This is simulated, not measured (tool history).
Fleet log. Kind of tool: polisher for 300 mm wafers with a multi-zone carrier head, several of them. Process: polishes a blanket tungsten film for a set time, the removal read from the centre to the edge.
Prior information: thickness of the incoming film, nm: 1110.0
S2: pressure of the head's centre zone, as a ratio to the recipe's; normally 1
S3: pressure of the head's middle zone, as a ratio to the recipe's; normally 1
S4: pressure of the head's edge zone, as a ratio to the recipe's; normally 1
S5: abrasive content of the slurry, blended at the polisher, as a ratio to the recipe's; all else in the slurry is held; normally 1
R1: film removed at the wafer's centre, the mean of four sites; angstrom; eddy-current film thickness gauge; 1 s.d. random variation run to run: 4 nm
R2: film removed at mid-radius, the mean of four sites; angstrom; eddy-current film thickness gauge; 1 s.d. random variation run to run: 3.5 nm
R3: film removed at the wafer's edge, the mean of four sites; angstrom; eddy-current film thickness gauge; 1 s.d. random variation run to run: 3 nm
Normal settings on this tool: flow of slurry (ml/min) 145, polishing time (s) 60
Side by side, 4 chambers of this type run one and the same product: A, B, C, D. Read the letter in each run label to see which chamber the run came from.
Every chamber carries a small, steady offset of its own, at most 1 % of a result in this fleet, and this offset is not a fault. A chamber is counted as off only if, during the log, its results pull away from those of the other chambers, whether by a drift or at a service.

run 1C day=0.317 | flow_of_slurry_(ml/min)=145 S2=1 S3=1 S4=1 S5=1 polishing_time_(s)=60 | R1=3481.9 R2=3438.5 R3=3418.9
run 2A day=0.621 | flow_of_slurry_(ml/min)=145 S2=1 S3=1 S4=1 S5=1 polishing_time_(s)=60 | R1=3402.8 R2=3408.9 R3=3470.1
run 3D day=0.788 | flow_of_slurry_(ml/min)=145 S2=1 S3=1 S4=1 S5=1 polishing_time_(s)=60 | R1=3317 R2=3433.9 R3=3438.5
-- day=0.983 chamber C: worn pad replaced by a new one
run 4B day=1.142 | flow_of_slurry_(ml/min)=145 S2=1 S3=1 S4=1 S5=1 polishing_time_(s)=60 | R1=3450.4 R2=3415.3 R3=3364.3
run 5D day=1.492 | flow_of_slurry_(ml/min)=145 S2=1 S3=1 S4=1 S5=1 polishing_time_(s)=60 | R1=3365.6 R2=3404.1 R3=3354.1
run 6B day=1.696 | flow_of_slurry_(ml/min)=145 S2=1 S3=1 S4=1 S5=1 polishing_time_(s)=60 | R1=3378.7 R2=3411.9 R3=3366.7
run 7A day=2.079 | flow_of_slurry_(ml/min)=145 S2=1 S3=1 S4=1 S5=1 polishing_time_(s)=60 | R1=3465.9 R2=3414.7 R3=3430.1
run 8C day=2.438 | flow_of_slurry_(ml/min)=145 S2=1 S3=1 S4=1 S5=1 polishing_time_(s)=60 | R1=3463.8 R2=3497.9 R3=3416
run 9B day=2.612 | flow_of_slurry_(ml/min)=145 S2=1 S3=0.94 S4=1 S5=1 polishing_time_(s)=60 | R1=3379.6 R2=3252.3 R3=3425.6
run 10A day=2.862 | flow_of_slurry_(ml/min)=145 S2=1 S3=0.94 S4=1 S5=1 polishing_time_(s)=60 | R1=3374.1 R2=3184 R3=3457.9
-- day=2.962 chamber C: centre zone pressure recalibrated
run 11C day=3.25 | flow_of_slurry_(ml/min)=145 S2=1 S3=0.94 S4=1 S5=1 polishing_time_(s)=60 | R1=3195.6 R2=3210.6 R3=3401.2
run 12D day=3.538 | flow_of_slurry_(ml/min)=145 S2=1 S3=0.94 S4=1 S5=1 polishing_time_(s)=60 | R1=3416.6 R2=3244.4 R3=3446.4
run 13A day=3.871 | flow_of_slurry_(ml/min)=145 S2=1 S3=1 S4=1 S5=1 polishing_time_(s)=60 | R1=3407.8 R2=3417.7 R3=3444
run 14C day=4.162 | flow_of_slurry_(ml/min)=110 S2=1 S3=1 S4=1 S5=1 polishing_time_(s)=60 | R1=3037.6 R2=3283.1 R3=3350.1
-- day=4.338 chamber A: slurry nozzle cleaned
run 15D day=4.404 | flow_of_slurry_(ml/min)=110 S2=1 S3=1 S4=1 S5=1 polishing_time_(s)=60 | R1=3120.8 R2=3200.7 R3=3298.6
run 16B day=4.642 | flow_of_slurry_(ml/min)=110 S2=1 S3=1 S4=1 S5=1 polishing_time_(s)=60 | R1=3140 R2=3202.3 R3=3282.6
-- day=4.646 chamber A: worn pad replaced by a new one
run 17B day=4.875 | flow_of_slurry_(ml/min)=110 S2=1 S3=1 S4=1 S5=1 polishing_time_(s)=60 | R1=3208.8 R2=3209.1 R3=3309.8
run 18C day=5.096 | flow_of_slurry_(ml/min)=145 S2=1 S3=1 S4=1 S5=1 polishing_time_(s)=60 | R1=3259.8 R2=3420.1 R3=3395.3
run 19A day=5.362 | flow_of_slurry_(ml/min)=145 S2=1 S3=1 S4=1 S5=1 polishing_time_(s)=60 | R1=3452 R2=3408.3 R3=3446.1
run 20D day=5.75 | flow_of_slurry_(ml/min)=145 S2=1 S3=1 S4=1 S5=1 polishing_time_(s)=60 | R1=3449.4 R2=3424.4 R3=3413.3
run 21C day=5.967 | flow_of_slurry_(ml/min)=145 S2=1 S3=1 S4=1 S5=1 polishing_time_(s)=60 | R1=3203.1 R2=3403.1 R3=3396.2
-- day=6.188 chamber B: worn pad replaced by a new one
run 22A day=6.262 | flow_of_slurry_(ml/min)=145 S2=1 S3=1 S4=1 S5=1 polishing_time_(s)=60 | R1=3426.9 R2=3374.5 R3=3483.9
run 23B day=6.533 | flow_of_slurry_(ml/min)=145 S2=1 S3=1 S4=1 S5=1 polishing_time_(s)=60 | R1=3430.6 R2=3404.7 R3=3466.4
run 24D day=6.804 | flow_of_slurry_(ml/min)=145 S2=1 S3=1 S4=1 S5=1 polishing_time_(s)=60 | R1=3426.8 R2=3432.7 R3=3432.2
run 25D day=7.133 | flow_of_slurry_(ml/min)=145 S2=1 S3=1 S4=1 S5=1 polishing_time_(s)=60 | R1=3404.9 R2=3416 R3=3348.9
run 26B day=7.358 | flow_of_slurry_(ml/min)=170 S2=1 S3=1 S4=1 S5=0.8 polishing_time_(s)=60 | R1=3354.7 R2=3300.7 R3=3332.1

Predict what each chamber gives when all 4 of them run the settings below next.
run 27A day=7.633 | flow_of_slurry_(ml/min)=145 S2=1 S3=1 S4=1 S5=1 polishing_time_(s)=49 | R1=? R2=? R3=?
run 27B day=7.633 | flow_of_slurry_(ml/min)=145 S2=1 S3=1 S4=1 S5=1 polishing_time_(s)=49 | R1=? R2=? R3=?
run 27C day=7.633 | flow_of_slurry_(ml/min)=145 S2=1 S3=1 S4=1 S5=1 polishing_time_(s)=49 | R1=? R2=? R3=?
run 27D day=7.633 | flow_of_slurry_(ml/min)=145 S2=1 S3=1 S4=1 S5=1 polishing_time_(s)=49 | R1=? R2=? R3=?

run=27A R1=2764.5 R2=2746.8 R3=2824.6
run=27B R1=2779.3 R2=2801.7 R3=2765.8
run=27C R1=2593.1 R2=2813.8 R3=2800.9
run=27D R1=2750.6 R2=2820.6 R3=2818
